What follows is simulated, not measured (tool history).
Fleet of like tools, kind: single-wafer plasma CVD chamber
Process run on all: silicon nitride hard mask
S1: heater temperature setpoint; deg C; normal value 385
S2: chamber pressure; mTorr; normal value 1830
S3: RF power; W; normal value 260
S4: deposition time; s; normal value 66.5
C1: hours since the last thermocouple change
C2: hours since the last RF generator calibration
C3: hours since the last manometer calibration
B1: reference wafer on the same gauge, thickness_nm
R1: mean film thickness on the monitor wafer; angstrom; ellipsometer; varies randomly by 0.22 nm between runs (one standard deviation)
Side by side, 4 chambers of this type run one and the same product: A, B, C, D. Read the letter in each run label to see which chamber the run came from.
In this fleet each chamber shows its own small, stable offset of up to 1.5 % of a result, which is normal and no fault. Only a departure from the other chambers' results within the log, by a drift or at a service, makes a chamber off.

{"run": "1D", "day": 0.375, "S1": 385, "S2": 1830, "S3": 260, "S4": 66.5, "C1": 369.3, "C2": 250.4, "C3": 1319.1, "B1": 69.952, "R1": 732.47}
{"day": 0.379, "done": "chamber B: RF generator calibrated"}
{"run": "2A", "day": 0.642, "S1": 385, "S2": 1830, "S3": 260, "S4": 66.5, "C1": 793.1, "C2": 924.7, "C3": 145.8, "B1": 70.05, "R1": 721.02}
{"run": "3C", "day": 1.058, "S1": 385, "S2": 1830, "S3": 260, "S4": 66.5, "C1": 978.9, "C2": 757.6, "C3": 37.0, "B1": 69.983, "R1": 724.95}
{"run": "4B", "day": 1.367, "S1": 385, "S2": 1830, "S3": 260, "S4": 66.5, "C1": 2211.3, "C2": 23.8, "C3": 1015.6, "B1": 69.993, "R1": 713.79}
{"run": "5C", "day": 1.704, "S1": 385, "S2": 1830, "S3": 260, "S4": 66.5, "C1": 994.4, "C2": 773.1, "C3": 52.5, "B1": 69.985, "R1": 724.5}
{"run": "6A", "day": 2.046, "S1": 395, "S2": 1830, "S3": 275, "S4": 66.5, "C1": 826.8, "C2": 958.4, "C3": 179.5, "B1": 70.021, "R1": 749.56}
{"run": "7D", "day": 2.379, "S1": 395, "S2": 1830, "S3": 275, "S4": 66.5, "C1": 417.4, "C2": 298.5, "C3": 1367.2, "B1": 70.009, "R1": 748.64}
{"run": "8B", "day": 2.783, "S1": 395, "S2": 1830, "S3": 275, "S4": 66.5, "C1": 2245.3, "C2": 57.8, "C3": 1049.6, "B1": 70.022, "R1": 743.4}
{"run": "9A", "day": 3.167, "S1": 395, "S2": 1830, "S3": 275, "S4": 66.5, "C1": 853.7, "C2": 985.3, "C3": 206.4, "B1": 70.014, "R1": 745.77}
{"run": "10D", "day": 3.579, "S1": 385, "S2": 1830, "S3": 260, "S4": 66.5, "C1": 446.2, "C2": 327.3, "C3": 1396.0, "B1": 69.969, "R1": 727.56}
{"run": "11B", "day": 4.021, "S1": 385, "S2": 1830, "S3": 260, "S4": 66.5, "C1": 2275.0, "C2": 87.5, "C3": 1079.3, "B1": 69.968, "R1": 720.04}
{"run": "12C", "day": 4.246, "S1": 385, "S2": 1830, "S3": 260, "S4": 71.2, "C1": 1055.4, "C2": 834.1, "C3": 113.5, "B1": 69.973, "R1": 777.92}
{"run": "13D", "day": 4.65, "S1": 385, "S2": 1830, "S3": 260, "S4": 71.2, "C1": 471.9, "C2": 353.0, "C3": 1421.7, "B1": 70.015, "R1": 776.31}
{"run": "14A", "day": 4.896, "S1": 385, "S2": 1830, "S3": 260, "S4": 71.2, "C1": 895.2, "C2": 1026.8, "C3": 247.9, "B1": 69.957, "R1": 762.64}
{"run": "15C", "day": 5.262, "S1": 385, "S2": 1830, "S3": 260, "S4": 71.2, "C1": 1079.8, "C2": 858.5, "C3": 137.9, "B1": 69.992, "R1": 774.72}
{"run": "16B", "day": 5.679, "S1": 385, "S2": 2060, "S3": 260, "S4": 72.7, "C1": 2314.8, "C2": 127.3, "C3": 1119.1, "B1": 70.013, "R1": 809.95}
{"run": "17D", "day": 6.021, "S1": 385, "S2": 2060, "S3": 260, "S4": 72.7, "C1": 504.8, "C2": 385.9, "C3": 1454.6, "B1": 69.969, "R1": 821.36}
{"run": "18C", "day": 6.421, "S1": 385, "S2": 2060, "S3": 260, "S4": 72.7, "C1": 1107.6, "C2": 886.3, "C3": 165.7, "B1": 70.01, "R1": 819.96}
{"run": "19A", "day": 6.871, "S1": 385, "S2": 2060, "S3": 260, "S4": 72.7, "C1": 942.6, "C2": 1074.2, "C3": 295.3, "B1": 69.954, "R1": 805.43}
{"run": "20B", "day": 7.142, "S1": 385, "S2": 1830, "S3": 260, "S4": 66.5, "C1": 2349.9, "C2": 162.4, "C3": 1154.2, "B1": 69.956, "R1": 716.46}
{"day": 7.383, "done": "chamber D: capacitance manometer re-zeroed and calibrated"}
{"run": "21B", "day": 7.546, "S1": 385, "S2": 1830, "S3": 260, "S4": 66.5, "C1": 2359.6, "C2": 172.1, "C3": 1163.9, "B1": 69.976, "R1": 715.74}
{"run": "22A", "day": 7.954, "S1": 385, "S2": 1830, "S3": 260, "S4": 66.5, "C1": 968.6, "C2": 1100.2, "C3": 321.3, "B1": 69.983, "R1": 713.27}
{"run": "23D", "day": 8.358, "S1": 385, "S2": 1830, "S3": 260, "S4": 66.5, "C1": 560.9, "C2": 442.0, "C3": 23.4, "B1": 69.998, "R1": 729.28}
{"run": "24C", "day": 8.812, "S1": 385, "S2": 1430, "S3": 300, "S4": 66.5, "C1": 1165.0, "C2": 943.7, "C3": 223.1, "B1": 70.008, "R1": 744.36}
{"run": "25D", "day": 9.05, "S1": 385, "S2": 1430, "S3": 300, "S4": 66.5, "C1": 577.5, "C2": 458.6, "C3": 40.0, "B1": 70.019, "R1": 747.17}
{"run": "26A", "day": 9.333, "S1": 385, "S2": 1430, "S3": 300, "S4": 66.5, "C1": 1001.7, "C2": 1133.3, "C3": 354.4, "B1": 69.998, "R1": 726.17}
{"run": "27C", "day": 9.767, "S1": 385, "S2": 1430, "S3": 300, "S4": 66.5, "C1": 1187.9, "C2": 966.6, "C3": 246.0, "B1": 69.989, "R1": 741.41}

Does one chamber stand apart from the rest, does the shared gauge drift, or is all well apart from small per-chamber offsets? Give the chamber and the most likely cause, where there is one.

Little by little, chamber A moves away from the other chambers.
Cause: delivered RF power below the setpoint (%) = 3.57.
Not necessarily distinguishable in this log from: true pressure below the setpoint (%).

Which of the 4 candidates below, each the usual settings with something changed and its results left as question marks, puts chamber A back in line with what the other chambers give on the usual settings?
Allowed miss from the other chambers' usual-settings mean, per result, to count as in line: R1 7.60 angstrom
{"run": "28A-1", "day": 10.092, "S1": 385, "S2": 1830, "S3": 265, "S4": 68.6, "R1": "?"}
{"run": "28A-2", "day": 10.092, "S1": 385, "S2": 1850, "S3": 260, "S4": 67.9, "R1": "?"}
{"run": "28A-3", "day": 10.092, "S1": 385, "S2": 1830, "S3": 260, "S4": 64.9, "R1": "?"}
{"run": "28A-4", "day": 10.092, "S1": 385, "S2": 1830, "S3": 260, "S4": 63.4, "R1": "?"}

The other chambers' mean on the usual settings: R1 723.62 angstrom
run=28A-1 R1=738.18
run=28A-2 R1=723.19
run=28A-3 R1=689.19
run=28A-4 R1=673.28
With 28A-2, the chamber falls back in line with the rest.

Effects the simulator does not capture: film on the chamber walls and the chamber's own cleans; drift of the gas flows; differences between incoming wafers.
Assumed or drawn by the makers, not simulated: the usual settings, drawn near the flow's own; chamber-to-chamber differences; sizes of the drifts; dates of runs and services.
